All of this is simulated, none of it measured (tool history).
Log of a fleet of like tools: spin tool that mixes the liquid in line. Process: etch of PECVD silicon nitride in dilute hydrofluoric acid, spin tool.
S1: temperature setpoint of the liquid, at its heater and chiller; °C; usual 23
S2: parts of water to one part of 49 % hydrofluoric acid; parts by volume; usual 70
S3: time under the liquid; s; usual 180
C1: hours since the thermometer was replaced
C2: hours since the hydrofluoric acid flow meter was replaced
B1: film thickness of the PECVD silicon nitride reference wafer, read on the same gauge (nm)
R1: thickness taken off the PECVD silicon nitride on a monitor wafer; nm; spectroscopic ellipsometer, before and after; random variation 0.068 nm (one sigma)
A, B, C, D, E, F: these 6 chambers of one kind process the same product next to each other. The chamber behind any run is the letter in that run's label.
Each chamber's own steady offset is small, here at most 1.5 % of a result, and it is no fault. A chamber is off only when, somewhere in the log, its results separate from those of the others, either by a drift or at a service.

run 1D hour=7.5 | S1=23 S2=70 S3=180 | C1=1010.5 C2=1608.6 | B1=150.06 | R1=8.5989
run 2F hour=11.8 | S1=23 S2=70 S3=180 | C1=1301.5 C2=932.9 | B1=149.98 | R1=8.6206
run 3C hour=16 | S1=23 S2=70 S3=180 | C1=1738.9 C2=1296.5 | B1=150 | R1=8.7457
run 4B hour=23.2 | S1=23 S2=70 S3=180 | C1=465.4 C2=166.1 | B1=149.99 | R1=8.6574
run 5A hour=30.6 | S1=23 S2=70 S3=180 | C1=645.6 C2=1838.6 | B1=149.99 | R1=8.572
run 6E hour=38.4 | S1=23 S2=70 S3=180 | C1=97.1 C2=991.6 | B1=150.04 | R1=8.5818
run 7F hour=44.1 | S1=23 S2=70 S3=180 | C1=1333.8 C2=965.2 | B1=150.02 | R1=8.5188
run 8C hour=50.3 | S1=23 S2=70 S3=180 | C1=1773.2 C2=1330.8 | B1=150 | R1=8.6838
-- hour=55.2 chamber A: thermometer replaced
run 9B hour=57.7 | S1=23 S2=70 S3=180 | C1=499.9 C2=200.6 | B1=150 | R1=8.8352
run 10D hour=62 | S1=23 S2=70 S3=180 | C1=1065 C2=1663.1 | B1=150.02 | R1=8.6868
run 11A hour=69.4 | S1=23 S2=70 S3=180 | C1=14.3 C2=1877.4 | B1=149.98 | R1=8.6041
run 12E hour=77.3 | S1=23 S2=70 S3=180 | C1=136 C2=1030.5 | B1=150.03 | R1=8.7268
run 13E hour=82 | S1=23 S2=70 S3=180 | C1=140.7 C2=1035.2 | B1=150.02 | R1=8.6158
run 14F hour=89.6 | S1=23 S2=70 S3=180 | C1=1379.3 C2=1010.7 | B1=149.97 | R1=8.4764
run 15C hour=93.2 | S1=23 S2=70 S3=180 | C1=1816.1 C2=1373.7 | B1=149.96 | R1=8.7854
run 16A hour=97.5 | S1=23 S2=70 S3=180 | C1=42.4 C2=1905.5 | B1=150.04 | R1=8.5349
run 17D hour=104.3 | S1=20 S2=45 S3=180 | C1=1107.3 C2=1705.4 | B1=150.03 | R1=10.809
run 18B hour=109.9 | S1=20 S2=45 S3=180 | C1=552.1 C2=252.8 | B1=149.97 | R1=10.97
run 19A hour=115.5 | S1=20 S2=45 S3=180 | C1=60.4 C2=1923.5 | B1=150.01 | R1=10.592
run 20B hour=122.5 | S1=20 S2=45 S3=180 | C1=564.7 C2=265.4 | B1=150.01 | R1=11.007
run 21D hour=127 | S1=20 S2=45 S3=180 | C1=1130 C2=1728.1 | B1=150.04 | R1=10.872
run 22F hour=132.9 | S1=20 S2=45 S3=180 | C1=1422.6 C2=1054 | B1=150.03 | R1=10.428
run 23E hour=137.4 | S1=23 S2=70 S3=180 | C1=196.1 C2=1090.6 | B1=149.99 | R1=8.567
run 24C hour=143.3 | S1=23 S2=70 S3=180 | C1=1866.2 C2=1423.8 | B1=150.01 | R1=8.8104
run 25B hour=146.7 | S1=23 S2=70 S3=180 | C1=588.9 C2=289.6 | B1=149.98 | R1=8.7974
run 26C hour=153 | S1=23 S2=70 S3=180 | C1=1875.9 C2=1433.5 | B1=150.03 | R1=8.6129
-- hour=156.5 chamber D: thermometer replaced
run 27F hour=159 | S1=23 S2=70 S3=180 | C1=1448.7 C2=1080.1 | B1=150 | R1=8.2265
run 28A hour=164.1 | S1=23 S2=70 S3=180 | C1=109 C2=1972.1 | B1=150.01 | R1=8.5252
run 29D hour=170.5 | S1=23 S2=70 S3=180 | C1=14 C2=1771.6 | B1=149.98 | R1=8.5997
run 30E hour=174.2 | S1=23 S2=70 S3=180 | C1=232.9 C2=1127.4 | B1=149.98 | R1=8.6022
run 31F hour=177.7 | S1=23 S2=70 S3=180 | C1=1467.4 C2=1098.8 | B1=150.04 | R1=8.055
run 32E hour=184.1 | S1=23 S2=70 S3=180 | C1=242.8 C2=1137.3 | B1=150.02 | R1=8.6917
run 33D hour=187.8 | S1=23 S2=70 S3=180 | C1=31.3 C2=1788.9 | B1=150.01 | R1=8.624
run 34B hour=192.6 | S1=23 S2=85 S3=110 | C1=634.8 C2=335.5 | B1=150.02 | R1=4.324
run 35A hour=197.3 | S1=23 S2=85 S3=110 | C1=142.2 C2=2005.3 | B1=149.97 | R1=4.3468
run 36C hour=201.3 | S1=23 S2=85 S3=110 | C1=1924.2 C2=1481.8 | B1=150.01 | R1=4.3558
run 37E hour=207.9 | S1=23 S2=85 S3=110 | C1=266.6 C2=1161.1 | B1=150.01 | R1=4.3044

The same settings go to every chamber for the next run, one line per chamber below. Forecast the results for each:
run 38A hour=213.6 | S1=23 S2=70 S3=180 | R1=?
run 38B hour=213.6 | S1=23 S2=70 S3=180 | R1=?
run 38C hour=213.6 | S1=23 S2=70 S3=180 | R1=?
run 38D hour=213.6 | S1=23 S2=70 S3=180 | R1=?
run 38E hour=213.6 | S1=23 S2=70 S3=180 | R1=?
run 38F hour=213.6 | S1=23 S2=70 S3=180 | R1=?

run=38A R1=8.6222
run=38B R1=8.6924
run=38C R1=8.7005
run=38D R1=8.7285
run=38E R1=8.6797
run=38F R1=7.9883

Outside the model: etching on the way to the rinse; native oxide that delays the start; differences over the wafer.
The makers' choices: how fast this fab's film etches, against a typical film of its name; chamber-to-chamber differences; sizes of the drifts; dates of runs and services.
